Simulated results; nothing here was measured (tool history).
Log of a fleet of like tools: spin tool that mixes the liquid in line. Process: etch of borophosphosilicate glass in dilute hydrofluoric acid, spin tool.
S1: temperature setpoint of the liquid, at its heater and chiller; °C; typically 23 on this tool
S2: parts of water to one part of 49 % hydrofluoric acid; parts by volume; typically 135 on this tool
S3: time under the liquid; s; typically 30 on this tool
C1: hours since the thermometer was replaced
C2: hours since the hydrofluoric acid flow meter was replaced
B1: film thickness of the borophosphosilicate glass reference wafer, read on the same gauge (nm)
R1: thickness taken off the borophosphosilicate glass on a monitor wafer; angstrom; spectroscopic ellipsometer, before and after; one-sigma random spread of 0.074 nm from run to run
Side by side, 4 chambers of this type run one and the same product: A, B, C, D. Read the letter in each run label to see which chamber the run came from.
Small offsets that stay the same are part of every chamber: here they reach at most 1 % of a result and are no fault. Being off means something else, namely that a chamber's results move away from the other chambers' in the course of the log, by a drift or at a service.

run	hour	S1	S2	S3	C1	C2	B1	R1
1A	6.4	23	135	30	427.3	706.2	140.02	128.570
# hour 7.9: chamber D: thermometer replaced
2D	12.5	23	135	30	4.7	248.7	139.99	128.650
3B	17.9	23	135	30	112.6	170.1	139.97	130.090
4C	22.8	23	135	30	1869.2	276.9	140.00	130.110
5C	30.7	23	135	30	1877.1	284.8	140.02	131.440
6D	38.8	23	135	30	31.0	275.0	139.97	128.800
7B	45.2	23	135	30	139.9	197.4	139.98	130.410
8A	49.2	23	135	30	470.1	749.0	140.03	128.310
9D	56.4	23	135	30	48.6	292.6	140.00	128.650
10C	61.8	23	135	30	1908.2	315.9	140.01	133.060
11A	66.3	23	135	30	487.2	766.1	140.04	128.580
12B	72.7	23	135	30	167.4	224.9	140.00	131.300
13D	79.9	23	135	30	72.1	316.1	140.02	129.100
14A	85.6	23	135	30	506.5	785.4	140.01	128.730
15C	92.3	23	185	30	1938.7	346.4	139.97	93.906
16B	100.9	23	185	30	195.6	253.1	139.99	91.390
17A	105.2	23	185	30	526.1	805.0	140.00	89.468
18D	110.8	23	185	30	103.0	347.0	139.99	88.542
19C	116.7	23	135	30	1963.1	370.8	139.98	137.570
# hour 120.4: chamber C: thermometer replaced
20B	124.0	23	135	30	218.7	276.2	139.99	130.420
21D	128.0	23	135	30	120.2	364.2	140.01	128.690
22B	134.1	23	135	30	228.8	286.3	140.04	130.640
23A	139.3	23	135	30	560.2	839.1	140.02	129.480
24C	146.9	23	135	30	26.6	401.0	140.02	140.250
25D	153.8	23	135	30	146.0	390.0	140.01	128.100
26C	160.9	23	135	30	40.6	415.0	139.99	140.520

One chamber off, gauge drift, or nothing amiss beyond the chambers' own small offsets? If it is a chamber, which one, and what is the likeliest cause?

Chamber C drifts away from the others.
Likeliest cause: hydrofluoric acid flow above the setpoint (%) = 6.86.

Here are 4 candidates for chamber C's next run, each the usual settings with a change, their results left as question marks. Which one brings its results back in line with what the others give on the usual settings?
In line means no further than this from the other chambers' mean on the usual settings: R1 2.600 angstrom
27C-1	167.3	26.5	135	30				?
27C-2	167.3	23.0	125	30				?
27C-3	167.3	19.5	135	30				?
27C-4	167.3	23.0	145	30				?

Mean of the other chambers on the usual settings: R1 129.270 angstrom
run	R1
27C-1	161.640
27C-2	153.930
27C-3	122.710
27C-4	130.150
Change 27C-4 lands the chamber within the allowed miss of the other chambers.
